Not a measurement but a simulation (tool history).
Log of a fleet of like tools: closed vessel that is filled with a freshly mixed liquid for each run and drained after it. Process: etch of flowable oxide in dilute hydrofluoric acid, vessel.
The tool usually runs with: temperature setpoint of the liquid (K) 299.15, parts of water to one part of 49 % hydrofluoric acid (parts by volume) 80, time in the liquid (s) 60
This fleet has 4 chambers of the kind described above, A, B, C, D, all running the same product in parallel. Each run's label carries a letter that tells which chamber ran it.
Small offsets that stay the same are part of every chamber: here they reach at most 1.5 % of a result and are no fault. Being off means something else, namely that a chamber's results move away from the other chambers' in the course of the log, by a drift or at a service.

run,hour,temperature setpoint of the liquid (K),parts of water to one part of 49 % hydrofluoric acid (parts by volume),time in the liquid (s),hours since the thermometer was replaced,hours since the hydrofluoric acid flow meter was replaced,"read-back film thickness of the flowable oxide reference wafer, read on the same gauge (nm)",thickness taken off the flowable oxide on a monitor wafer (angstrom)
1D,12.4,299.15,80,60,45.2,732.4,60.015,574.99
2A,24,299.15,80,60,935.6,519.9,60.017,566.15
3B,31,299.15,80,60,1881.5,1153.4,60.016,573.93
4C,37.9,299.15,80,60,366,851.2,59.981,576.81
5B,51.3,299.15,80,60,1901.8,1173.7,59.991,577.2
6A,60.1,299.15,80,60,971.7,556,59.992,570.07
7C,71,299.15,80,60,399.1,884.3,60.008,571.76
8D,83.5,299.15,80,60,116.3,803.5,59.996,572.4
9A,90.6,299.15,80,60,1002.2,586.5,60.012,569.35
10C,105.2,299.15,80,60,433.3,918.5,60.014,572.44
# hour 106.5: chamber D: hydrofluoric acid flow meter replaced
11D,116.3,299.15,80,60,149.1,9.9,60.013,568.53
12B,131.8,299.15,80,60,1982.3,1254.2,60.047,580.91
13B,141.2,299.15,80,60,1991.7,1263.6,59.988,579.81
14C,154.3,299.15,65,60,482.4,967.6,59.991,719.96
15D,161.6,299.15,65,60,194.4,55.2,59.999,715.64
16A,170.7,299.15,65,60,1082.3,666.6,59.977,711.33
# hour 178.4: chamber C: hydrofluoric acid flow meter replaced
17B,180.9,299.15,65,60,2031.4,1303.3,59.976,736.94
18D,190.7,299.15,80,60,223.5,84.3,60.021,576.23
19A,204.9,299.15,80,60,1116.5,700.8,60.015,567.16
20C,214.6,299.15,80,60,542.7,36.2,59.993,571.56
21D,224.7,299.15,105,60,257.5,118.3,59.988,421.84
22C,238.8,299.15,105,60,566.9,60.4,60.009,425.2
23A,247.8,299.15,105,60,1159.4,743.7,60.031,420.93
24B,257,299.15,105,60,2107.5,1379.4,60.04,431.39
# hour 258.4: chamber C: thermometer replaced
25B,267,299.15,80,60,2117.5,1389.4,59.989,584.07
26A,278.9,296.65,80,70,1190.5,774.8,60.007,600.99
27C,290.9,296.65,80,70,32.6,112.5,60.011,603.18
28D,306.1,296.65,80,70,338.9,199.7,59.989,607.8
29B,314.7,296.65,80,70,2165.2,1437.1,60.009,618.72
30C,327.1,301.65,45,60,68.8,148.7,60.019,1173.6
31D,342.2,301.65,45,60,375,235.8,59.98,1166.9
32A,350.8,301.65,45,60,1262.4,846.7,60.018,1159
33C,360.7,301.65,45,60,102.4,182.3,59.978,1171
34D,373.9,299.15,80,60,406.7,267.5,59.975,573.44
35A,386.9,300.65,80,50,1298.5,882.8,59.987,500.01
36B,397.5,300.65,80,50,2248,1519.9,60.012,525.15
37D,412.4,300.65,80,50,445.2,306,59.998,506.15
38C,423.7,300.65,80,50,165.4,245.3,60.006,515.03
39B,432.9,299.15,80,60,2283.4,1555.3,60.019,590.48
40A,445.1,299.15,55,30,1356.7,941,59.987,427.26
41C,460.5,299.15,55,30,202.2,282.1,60.015,431.54

Each of the 4 chambers runs these same settings next. Fill in every chamber's results:
42A,471.7,299.15,80,60,,,,?
42B,471.7,299.15,80,60,,,,?
42C,471.7,299.15,80,60,,,,?
42D,471.7,299.15,80,60,,,,?

run,thickness taken off the flowable oxide on a monitor wafer (angstrom)
42A,565.76
42B,592.22
42C,565.51
42D,569.48
